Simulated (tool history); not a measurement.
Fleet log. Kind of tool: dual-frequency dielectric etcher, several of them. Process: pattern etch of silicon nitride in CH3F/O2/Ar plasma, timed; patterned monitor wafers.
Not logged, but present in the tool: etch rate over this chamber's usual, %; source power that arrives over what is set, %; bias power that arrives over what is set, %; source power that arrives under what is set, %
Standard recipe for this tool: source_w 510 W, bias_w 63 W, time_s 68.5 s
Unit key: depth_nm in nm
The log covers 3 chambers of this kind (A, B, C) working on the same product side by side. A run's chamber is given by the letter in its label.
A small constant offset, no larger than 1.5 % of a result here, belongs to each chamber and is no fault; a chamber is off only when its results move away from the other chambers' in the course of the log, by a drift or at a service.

run   hour  source_w  bias_w  time_s  hours since the last wet clean  hours since the last source power generator calibration  hours since the last bias power generator calibration  read-back reference wafer on the same gauge, depth_nm  depth_nm
 1B   10.3       510      63    68.5                           284.9                                                    625.4                                                 3221.9                                                 58.771    50.072
 2A   18.4       510      63    68.5                           419.2                                                    189.1                                                 3295.5                                                 58.702    51.013
 3C   28.7       510      63    68.5                           407.5                                                   3343.7                                                  534.5                                                 58.713    50.365
      31.5  -- chamber C: wet clean of the chamber
 4C   41.1       510      63    68.5                             9.7                                                   3356.1                                                  546.9                                                 58.651    50.387
 5A     54       510      63    68.5                           454.8                                                    224.7                                                 3331.1                                                  58.69    51.049
      56.8  -- chamber B: wet clean of the chamber
 6B   64.3       510      63    68.5                             7.6                                                    679.4                                                 3275.9                                                   58.7    50.249
 7A   72.5       510      63    68.5                           473.3                                                    243.2                                                 3349.6                                                  58.72     50.92
 8C   80.2       510      63    68.5                            48.8                                                   3395.2                                                    586                                                  58.68    50.376
      82.8  -- chamber A: wet clean of the chamber
 9B   86.3       450      63    68.5                            29.6                                                    701.4                                                 3297.9                                                 58.722    47.694
10C   92.9       450      63    68.5                            61.5                                                   3407.9                                                  598.7                                                 58.681    48.128
11A  103.3       450      63    68.5                            20.5                                                      274                                                 3380.4                                                 58.693    48.697
12B  112.3       510      63    68.5                            55.6                                                    727.4                                                 3323.9                                                 58.731    50.055
13A  119.5       510      50    77.5                            36.7                                                    290.2                                                 3396.6                                                 58.661    53.468
14B  127.1       510      50    77.5                            70.4                                                    742.2                                                 3338.7                                                 58.714    52.634
15C  137.4       510      50    77.5                             106                                                   3452.4                                                  643.2                                                 58.648    52.745
16B  143.5       510      63    68.5                            86.8                                                    758.6                                                 3355.1                                                   58.7    50.208
17A  151.4       510      63    68.5                            68.6                                                    322.1                                                 3428.5                                                 58.691    51.438
18C  163.7       510      63    68.5                           132.3                                                   3478.7                                                  669.5                                                 58.709    50.555
19A  175.4       510      54      59                            92.6                                                    346.1                                                 3452.5                                                 58.694    41.955
20C  187.9       510      54      59                           156.5                                                   3502.9                                                  693.7                                                 58.728    41.482
21B  194.4       510      54      59                           137.7                                                    809.5                                                   3406                                                 58.716    41.199
22B  206.8       510      54    68.5                           150.1                                                    821.9                                                 3418.4                                                 58.749    47.768
23A  214.4       510      54    68.5                           131.6                                                    385.1                                                 3491.5                                                 58.673    48.666
24C  226.2       510      54    68.5                           194.8                                                   3541.2                                                    732                                                 58.692    47.871
25A  237.6       510      63    68.5                           154.8                                                    408.3                                                 3514.7                                                  58.66    51.141
26C    248       510      63    68.5                           216.6                                                     3563                                                  753.8                                                 58.693    50.319
27B  254.8       510      63    68.5                           198.1                                                    869.9                                                 3466.4                                                  58.69    50.314
28A  266.1       510      63    68.5                           183.3                                                    436.8                                                 3543.2                                                 58.711    51.038
29C  277.4       510      63    68.5                             246                                                   3592.4                                                  783.2                                                 58.712    50.283
30B  285.3       510      63    68.5                           228.6                                                    900.4                                                 3496.9                                                 58.718    50.162
31B  295.3       510      63    68.5                           238.6                                                    910.4                                                 3506.9                                                  58.69    50.294
32C  302.9       510      48    68.5                           271.5                                                   3617.9                                                  808.7                                                 58.699     46.06
33A  314.8       510      48    68.5                             232                                                    485.5                                                 3591.9                                                 58.706    47.003
       327  -- chamber B: bias power generator calibrated
34C  328.2       510      48    68.5                           296.8                                                   3643.2                                                    834                                                 58.676    46.118
35A  335.6       510      63    68.5                           252.8                                                    506.3                                                 3612.7                                                  58.66    51.146
36B  347.2       510      63    68.5                           290.5                                                    962.3                                                   20.3                                                 58.707    50.234
37C  359.4       510      63    68.5                             328                                                   3674.4                                                  865.2                                                 58.661    50.229
38A  367.7       510      63    68.5                           284.9                                                    538.4                                                 3644.8                                                 58.667    51.207
39B    378       510      63    68.5                           321.3                                                    993.1                                                   51.1                                                 58.721    49.997
40B  388.8       510      63    68.5                           332.1                                                   1003.9                                                   61.9                                                 58.704    49.982
41A  398.8       510      63    68.5                             316                                                    569.5                                                 3675.9                                                 58.656    51.094
42C  406.3       510      63    68.5                           374.9                                                   3721.3                                                  912.1                                                 58.701     50.28
43B  418.3       510      63    68.5                           361.6                                                   1033.4                                                   91.4                                                 58.699    50.136
44A  430.1       510      63    68.5                           347.3                                                    600.8                                                 3707.2                                                 58.681     50.89

Is one chamber off against the others, does the gauge drift, or is nothing wrong? If a chamber is off, say which, and what the likeliest cause is.

All chambers stay in line apart from their small fixed offsets, and the gauge does not drift.
